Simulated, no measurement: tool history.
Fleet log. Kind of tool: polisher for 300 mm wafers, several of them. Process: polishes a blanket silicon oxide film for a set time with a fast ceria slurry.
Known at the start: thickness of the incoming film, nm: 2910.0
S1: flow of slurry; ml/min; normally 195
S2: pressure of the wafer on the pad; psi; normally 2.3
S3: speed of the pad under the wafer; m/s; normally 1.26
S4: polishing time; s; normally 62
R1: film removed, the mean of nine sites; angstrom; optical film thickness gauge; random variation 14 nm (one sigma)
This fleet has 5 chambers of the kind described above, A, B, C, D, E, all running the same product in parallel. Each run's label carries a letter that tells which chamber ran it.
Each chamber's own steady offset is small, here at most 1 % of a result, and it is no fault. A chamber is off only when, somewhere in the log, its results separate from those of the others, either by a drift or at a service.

{"day": 0.225, "done": "chamber A: worn pad replaced by a new one"}
{"run": "1C", "day": 0.25, "S1": 195, "S2": 2.3, "S3": 1.26, "S4": 62, "R1": 10824}
{"run": "2D", "day": 0.562, "S1": 195, "S2": 2.3, "S3": 1.26, "S4": 62, "R1": 10692}
{"day": 0.762, "done": "chamber E: head pressure recalibrated"}
{"run": "3E", "day": 0.779, "S1": 195, "S2": 2.3, "S3": 1.26, "S4": 62, "R1": 10758}
{"day": 1.0, "done": "chamber B: slurry nozzle cleaned"}
{"day": 1.058, "done": "chamber E: worn pad replaced by a new one"}
{"run": "4B", "day": 1.092, "S1": 195, "S2": 2.3, "S3": 1.26, "S4": 62, "R1": 10659}
{"run": "5A", "day": 1.462, "S1": 130, "S2": 2.3, "S3": 1.64, "S4": 62, "R1": 13031}
{"day": 1.704, "done": "chamber D: worn pad replaced by a new one"}
{"run": "6C", "day": 1.758, "S1": 130, "S2": 2.3, "S3": 1.64, "S4": 62, "R1": 12922}
{"run": "7D", "day": 2.075, "S1": 130, "S2": 2.3, "S3": 1.64, "S4": 62, "R1": 13319}
{"run": "8B", "day": 2.496, "S1": 130, "S2": 2.3, "S3": 1.64, "S4": 62, "R1": 12731}
{"run": "9E", "day": 2.725, "S1": 130, "S2": 2.3, "S3": 1.64, "S4": 62, "R1": 12823}
{"run": "10A", "day": 2.996, "S1": 195, "S2": 2.3, "S3": 1.26, "S4": 62, "R1": 10662}
{"run": "11D", "day": 3.35, "S1": 195, "S2": 2.3, "S3": 1.26, "S4": 62, "R1": 10629}
{"run": "12B", "day": 3.696, "S1": 195, "S2": 2.6, "S3": 0.94, "S4": 62, "R1": 8974.9}
{"run": "13E", "day": 4.054, "S1": 195, "S2": 2.6, "S3": 0.94, "S4": 62, "R1": 8997.7}
{"run": "14A", "day": 4.342, "S1": 195, "S2": 2.6, "S3": 0.94, "S4": 62, "R1": 9138.4}
{"run": "15C", "day": 4.704, "S1": 195, "S2": 2.6, "S3": 0.94, "S4": 62, "R1": 9182.6}
{"run": "16D", "day": 5.054, "S1": 195, "S2": 2.6, "S3": 0.94, "S4": 62, "R1": 9198.9}
{"day": 5.254, "done": "chamber D: slurry nozzle cleaned"}
{"run": "17B", "day": 5.446, "S1": 195, "S2": 2.3, "S3": 1.26, "S4": 62, "R1": 10764}
{"run": "18E", "day": 5.846, "S1": 235, "S2": 2.3, "S3": 0.96, "S4": 62, "R1": 8175.5}
{"run": "19A", "day": 6.2, "S1": 235, "S2": 2.3, "S3": 0.96, "S4": 62, "R1": 8243.9}
{"run": "20C", "day": 6.488, "S1": 235, "S2": 2.3, "S3": 0.96, "S4": 62, "R1": 8301.9}
{"run": "21D", "day": 6.675, "S1": 235, "S2": 2.3, "S3": 0.96, "S4": 62, "R1": 8243.7}
{"day": 6.954, "done": "chamber E: worn pad replaced by a new one"}
{"run": "22E", "day": 6.975, "S1": 235, "S2": 2.3, "S3": 0.96, "S4": 62, "R1": 8338.3}
{"run": "23C", "day": 7.362, "S1": 195, "S2": 2.3, "S3": 1.26, "S4": 62, "R1": 10772}
{"run": "24B", "day": 7.604, "S1": 195, "S2": 2.3, "S3": 1.26, "S4": 62, "R1": 10538}
{"day": 8.0, "done": "chamber A: worn pad replaced by a new one"}
{"run": "25A", "day": 8.004, "S1": 195, "S2": 2.3, "S3": 1.26, "S4": 62, "R1": 10685}
{"run": "26C", "day": 8.292, "S1": 195, "S2": 2.3, "S3": 1.26, "S4": 62, "R1": 10946}
{"day": 8.296, "done": "chamber B: worn pad replaced by a new one"}
{"run": "27E", "day": 8.517, "S1": 195, "S2": 2.3, "S3": 1.26, "S4": 62, "R1": 10517}
{"run": "28D", "day": 8.871, "S1": 195, "S2": 2.3, "S3": 1.26, "S4": 62, "R1": 10529}
{"run": "29B", "day": 9.2, "S1": 195, "S2": 2.3, "S3": 1.26, "S4": 62, "R1": 10629}
{"day": 9.412, "done": "chamber C: worn pad replaced by a new one"}
{"run": "30A", "day": 9.483, "S1": 195, "S2": 2.3, "S3": 1.26, "S4": 62, "R1": 10766}
{"day": 9.742, "done": "chamber D: worn pad replaced by a new one"}
{"run": "31A", "day": 9.792, "S1": 195, "S2": 3, "S3": 1.62, "S4": 62, "R1": 18084}
{"day": 9.954, "done": "chamber C: head pressure recalibrated"}
{"run": "32C", "day": 10.183, "S1": 195, "S2": 3, "S3": 1.62, "S4": 62, "R1": 18146}
{"run": "33B", "day": 10.575, "S1": 195, "S2": 3, "S3": 1.62, "S4": 62, "R1": 18058}
{"run": "34D", "day": 10.758, "S1": 195, "S2": 3, "S3": 1.62, "S4": 62, "R1": 17742}
{"run": "35E", "day": 11.067, "S1": 195, "S2": 3, "S3": 1.62, "S4": 62, "R1": 18164}
{"run": "36E", "day": 11.258, "S1": 195, "S2": 2.3, "S3": 1.26, "S4": 62, "R1": 10634}

Is one chamber off against the others, does the gauge drift, or is nothing wrong? If a chamber is off, say which, and what the likeliest cause is.

No chamber stands off beyond its own small offset, and the gauge holds steady.
